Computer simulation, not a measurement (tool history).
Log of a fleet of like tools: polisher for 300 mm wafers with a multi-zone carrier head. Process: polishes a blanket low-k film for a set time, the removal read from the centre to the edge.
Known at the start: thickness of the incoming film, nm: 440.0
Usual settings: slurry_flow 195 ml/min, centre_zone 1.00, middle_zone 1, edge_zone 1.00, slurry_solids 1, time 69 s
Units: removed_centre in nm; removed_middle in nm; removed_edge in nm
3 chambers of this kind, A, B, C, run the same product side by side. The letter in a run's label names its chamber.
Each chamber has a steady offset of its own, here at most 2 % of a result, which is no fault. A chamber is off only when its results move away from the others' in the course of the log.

| run | day | slurry_flow | centre_zone | middle_zone | edge_zone | slurry_solids | time | removed_centre | removed_middle | removed_edge |
|---|---|---|---|---|---|---|---|---|---|---|
| 1C | 0.204 | 195 | 1.00 | 1 | 1.00 | 1 | 69 | 33.141 | 33.739 | 33.631 |
| 2B | 0.388 | 195 | 1.00 | 1 | 1.00 | 1 | 69 | 33.900 | 33.152 | 33.651 |
| 3A | 0.588 | 195 | 1.00 | 1 | 1.00 | 1 | 69 | 33.389 | 33.268 | 33.105 |
| 4C | 0.750 | 195 | 1.00 | 1 | 1.00 | 1 | 69 | 34.116 | 33.627 | 32.962 |
| 5A | 0.883 | 195 | 1.00 | 1 | 1.00 | 1 | 69 | 32.497 | 33.376 | 33.220 |
|  | 0.904 | chamber A: worn pad replaced by a new one |
|  | 1.012 | chamber C: worn pad replaced by a new one |
| 6B | 1.042 | 195 | 1.00 | 1 | 1.00 | 1 | 69 | 33.252 | 32.584 | 33.564 |
| 7C | 1.229 | 195 | 1.00 | 1 | 1.00 | 1 | 69 | 33.400 | 33.309 | 33.695 |
| 8B | 1.371 | 195 | 1.00 | 1 | 1.00 | 1 | 69 | 34.246 | 32.590 | 33.531 |
| 9A | 1.554 | 195 | 1.00 | 1 | 1.00 | 1 | 69 | 33.327 | 33.046 | 33.226 |
| 10C | 1.658 | 195 | 1.00 | 1 | 1.00 | 1 | 69 | 33.623 | 33.362 | 33.405 |
| 11A | 1.788 | 230 | 1.00 | 1 | 1.00 | 1 | 69 | 34.089 | 33.935 | 33.736 |
|  | 1.933 | chamber B: worn pad replaced by a new one |
| 12B | 2.004 | 230 | 1.00 | 1 | 1.00 | 1 | 69 | 34.346 | 33.654 | 33.967 |
| 13B | 2.217 | 230 | 1.00 | 1 | 1.00 | 1 | 69 | 34.629 | 33.728 | 34.463 |
|  | 2.400 | chamber B: slurry nozzle cleaned |
| 14A | 2.421 | 255 | 1.00 | 1 | 0.96 | 1 | 69 | 33.858 | 34.175 | 32.849 |
| 15C | 2.604 | 255 | 1.00 | 1 | 0.96 | 1 | 69 | 34.904 | 34.646 | 33.486 |
| 16B | 2.775 | 255 | 1.00 | 1 | 0.96 | 1 | 69 | 35.684 | 33.814 | 33.770 |
|  | 2.867 | chamber C: worn pad replaced by a new one |
| 17C | 2.938 | 195 | 1.00 | 1 | 1.00 | 1 | 69 | 34.198 | 33.916 | 33.243 |
| 18A | 3.125 | 195 | 1.00 | 1 | 1.00 | 1 | 69 | 32.766 | 33.525 | 33.185 |
| 19B | 3.238 | 195 | 1.00 | 1 | 1.00 | 1 | 69 | 34.137 | 32.758 | 33.534 |
| 20C | 3.404 | 195 | 1.00 | 1 | 1.00 | 1 | 69 | 35.081 | 33.432 | 33.391 |
| 21A | 3.529 | 195 | 1.00 | 1 | 1.00 | 1 | 69 | 33.288 | 32.834 | 33.109 |
| 22C | 3.679 | 260 | 1.00 | 1 | 1.00 | 1 | 69 | 36.430 | 34.553 | 34.384 |
| 23B | 3.817 | 260 | 1.00 | 1 | 1.00 | 1 | 69 | 34.823 | 33.984 | 34.486 |
| 24A | 3.983 | 260 | 1.00 | 1 | 1.00 | 1 | 69 | 34.548 | 34.463 | 33.950 |
| 25B | 4.096 | 195 | 1.00 | 1 | 1.00 | 1 | 69 | 33.424 | 33.224 | 33.523 |
| 26A | 4.229 | 195 | 1.00 | 1 | 1.00 | 1 | 69 | 32.503 | 33.107 | 33.443 |
| 27C | 4.450 | 230 | 1.00 | 1 | 1.07 | 1 | 69 | 35.227 | 33.803 | 35.020 |
| 28B | 4.583 | 230 | 1.00 | 1 | 1.07 | 1 | 69 | 34.693 | 34.297 | 35.127 |
|  | 4.650 | chamber A: worn pad replaced by a new one |
|  | 4.717 | chamber B: worn pad replaced by a new one |
| 29C | 4.750 | 230 | 1.00 | 1 | 1.07 | 1 | 69 | 36.023 | 34.062 | 35.013 |
| 30A | 4.942 | 225 | 1.07 | 1 | 1.00 | 1 | 69 | 36.613 | 33.261 | 33.642 |
|  | 4.950 | chamber C: worn pad replaced by a new one |
| 31B | 5.096 | 225 | 1.07 | 1 | 1.00 | 1 | 69 | 36.512 | 34.341 | 33.788 |
|  | 5.167 | chamber C: slurry nozzle cleaned |
| 32A | 5.308 | 225 | 1.07 | 1 | 1.00 | 1 | 69 | 35.935 | 33.687 | 33.506 |
| 33C | 5.442 | 195 | 1.09 | 1 | 1.00 | 1 | 69 | 39.796 | 34.152 | 34.027 |
| 34C | 5.596 | 195 | 1.09 | 1 | 1.00 | 1 | 69 | 40.770 | 33.663 | 33.467 |
| 35A | 5.771 | 195 | 1.09 | 1 | 1.00 | 1 | 69 | 36.362 | 33.450 | 33.589 |
| 36B | 5.938 | 195 | 1.00 | 1 | 1.00 | 1 | 69 | 33.328 | 32.790 | 33.481 |
| 37A | 6.138 | 195 | 1.00 | 1 | 1.00 | 1 | 69 | 33.162 | 33.136 | 33.521 |
|  | 6.288 | chamber A: edge zone pressure recalibrated |
| 38B | 6.317 | 195 | 1.00 | 1 | 1.00 | 1 | 69 | 34.042 | 33.047 | 33.465 |
| 39C | 6.492 | 195 | 1.00 | 1 | 1.00 | 1 | 69 | 37.344 | 33.604 | 33.817 |
| 40A | 6.612 | 195 | 1.00 | 1 | 1.00 | 1 | 69 | 33.622 | 32.967 | 33.272 |
| 41B | 6.829 | 195 | 1.00 | 1 | 1.00 | 1 | 69 | 33.598 | 32.472 | 33.635 |
|  | 6.908 | chamber C: worn pad replaced by a new one |
| 42C | 6.946 | 195 | 1.00 | 1 | 1.00 | 1 | 69 | 36.820 | 33.499 | 33.706 |

All 3 chambers run these settings next. Forecast each chamber's results:
| 43A | 7.104 | 240 | 1.00 | 1 | 1.00 | 1 | 69 | ? | ? | ? |
| 43B | 7.104 | 240 | 1.00 | 1 | 1.00 | 1 | 69 | ? | ? | ? |
| 43C | 7.104 | 240 | 1.00 | 1 | 1.00 | 1 | 69 | ? | ? | ? |

| run | removed_centre | removed_middle | removed_edge |
|---|---|---|---|
| 43A | 34.388 | 34.245 | 33.803 |
| 43B | 34.233 | 33.993 | 34.352 |
| 43C | 38.403 | 34.517 | 34.159 |
